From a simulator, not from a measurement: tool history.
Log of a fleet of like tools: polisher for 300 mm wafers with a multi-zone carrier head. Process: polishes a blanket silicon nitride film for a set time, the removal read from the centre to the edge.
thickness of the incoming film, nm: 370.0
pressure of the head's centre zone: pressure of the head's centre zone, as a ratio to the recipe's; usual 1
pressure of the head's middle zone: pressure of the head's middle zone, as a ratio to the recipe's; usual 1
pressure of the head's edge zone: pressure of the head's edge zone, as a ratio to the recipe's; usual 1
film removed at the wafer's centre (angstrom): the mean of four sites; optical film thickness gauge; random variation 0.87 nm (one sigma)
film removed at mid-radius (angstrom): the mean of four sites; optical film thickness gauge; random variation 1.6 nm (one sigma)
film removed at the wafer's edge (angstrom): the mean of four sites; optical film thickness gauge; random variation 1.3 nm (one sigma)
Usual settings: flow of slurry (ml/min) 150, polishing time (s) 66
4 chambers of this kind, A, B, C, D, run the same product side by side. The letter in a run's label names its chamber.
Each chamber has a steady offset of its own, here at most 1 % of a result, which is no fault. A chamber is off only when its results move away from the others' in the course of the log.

run     day  flow of slurry (ml/min)  pressure of the head's centre zone  pressure of the head's middle zone  pressure of the head's edge zone  polishing time (s)  film removed at the wafer's centre (angstrom)  film removed at mid-radius (angstrom)  film removed at the wafer's edge (angstrom)
       0.25  -- chamber A: centre zone pressure recalibrated
      0.333  -- chamber D: worn pad replaced by a new one
 1A   0.425                      150                                   1                                   1                                 1                  66                                         1070.4                                 1057.4                                       1075.3
      0.442  -- chamber D: slurry nozzle cleaned
 2D   0.758                      150                                   1                                   1                                 1                  66                                         1072.9                                 1082.3                                       1053.6
      1.008  -- chamber A: worn pad replaced by a new one
 3B    1.35                      150                                   1                                   1                                 1                  66                                         1056.5                                   1051                                       1058.2
 4C   1.642                      150                                   1                                   1                                 1                  66                                         1061.4                                 1085.8                                       1061.6
      1.783  -- chamber B: worn pad replaced by a new one
 5B     1.9                      150                                   1                                   1                                 1                  66                                         1058.6                                 1070.3                                       1080.9
 6D   2.362                      150                                   1                                   1                                 1                  66                                         1063.8                                 1067.2                                         1054
      2.433  -- chamber D: worn pad replaced by a new one
 7A   2.729                      150                                0.95                                   1                              0.93                  66                                         1024.2                                   1073                                       1041.7
 8C   3.062                      150                                0.95                                   1                              0.93                  66                                         1004.4                                   1068                                       1028.3
      3.354  -- chamber D: edge zone pressure recalibrated
      3.488  -- chamber C: slurry nozzle cleaned
 9B   3.542                      150                                0.95                                   1                              0.93                  66                                         1009.3                                   1078                                       1039.1
10C   3.808                      150                                0.95                                   1                              0.93                  66                                         1002.2                                 1051.9                                       1018.4
11A   4.246                      120                                   1                                   1                              1.04                  66                                         1004.5                                 1042.8                                         1068
12D   4.725                      120                                   1                                   1                              1.04                  66                                         1016.5                                 1028.2                                       1045.9
      4.833  -- chamber D: worn pad replaced by a new one
      4.888  -- chamber A: worn pad replaced by a new one
13B   5.171                      120                                   1                                   1                              1.04                  66                                         986.79                                 1040.6                                       1053.5
14A   5.612                      120                                   1                                   1                              1.04                  66                                           1014                                   1031                                       1066.6
      5.962  -- chamber B: worn pad replaced by a new one
15C   5.996                      150                                   1                                   1                                 1                  66                                         1023.1                                 1024.8                                       1044.5
16D    6.45                      150                                   1                                   1                                 1                  66                                         1064.5                                 1049.6                                       1076.2
17C   6.733                      150                                   1                                1.07                                 1                  66                                         1027.7                                 1085.8                                       1024.5
      7.046  -- chamber D: worn pad replaced by a new one
18A   7.179                      150                                   1                                1.07                                 1                  66                                         1063.1                                 1149.8                                         1062
19B   7.671                      150                                   1                                1.07                                 1                  66                                         1065.3                                 1109.7                                       1078.2
      7.812  -- chamber B: slurry nozzle cleaned
      8.079  -- chamber A: worn pad replaced by a new one
20D     8.1                      150                                   1                                1.07                                 1                  66                                         1067.1                                 1146.3                                       1071.2
21B   8.554                      150                                   1                                   1                                 1                  66                                         1062.4                                   1067                                       1081.1
22A   8.992                      150                                   1                                   1                                 1                  66                                         1071.5                                 1051.6                                         1062
23D   9.329                      150                                   1                                   1                                 1                  66                                         1077.4                                 1064.1                                         1084
      9.733  -- chamber D: worn pad replaced by a new one
24C   9.775                      120                                   1                                   1                                 1                  66                                         933.46                                 938.85                                       945.49
25D  10.092                      120                                   1                                   1                                 1                  66                                         1006.4                                   1040                                       1041.2
     10.379  -- chamber B: worn pad replaced by a new one
26B  10.583                      120                                   1                                   1                                 1                  66                                           1010                                 1024.1                                       1038.5

All 4 chambers run these settings next. Forecast each chamber's results:
27A  11.012                      150                                   1                                   1                                 1                  66                                              ?                                      ?                                            ?
27B  11.012                      150                                   1                                   1                                 1                  66                                              ?                                      ?                                            ?
27C  11.012                      150                                   1                                   1                                 1                  66                                              ?                                      ?                                            ?
27D  11.012                      150                                   1                                   1                                 1                  66                                              ?                                      ?                                            ?

run  film removed at the wafer's centre (angstrom)  film removed at mid-radius (angstrom)  film removed at the wafer's edge (angstrom)
27A                                         1069.7                                   1078                                       1065.1
27B                                         1068.2                                 1036.3                                         1064
27C                                         959.52                                 960.91                                       961.86
27D                                         1062.7                                 1065.8                                         1062
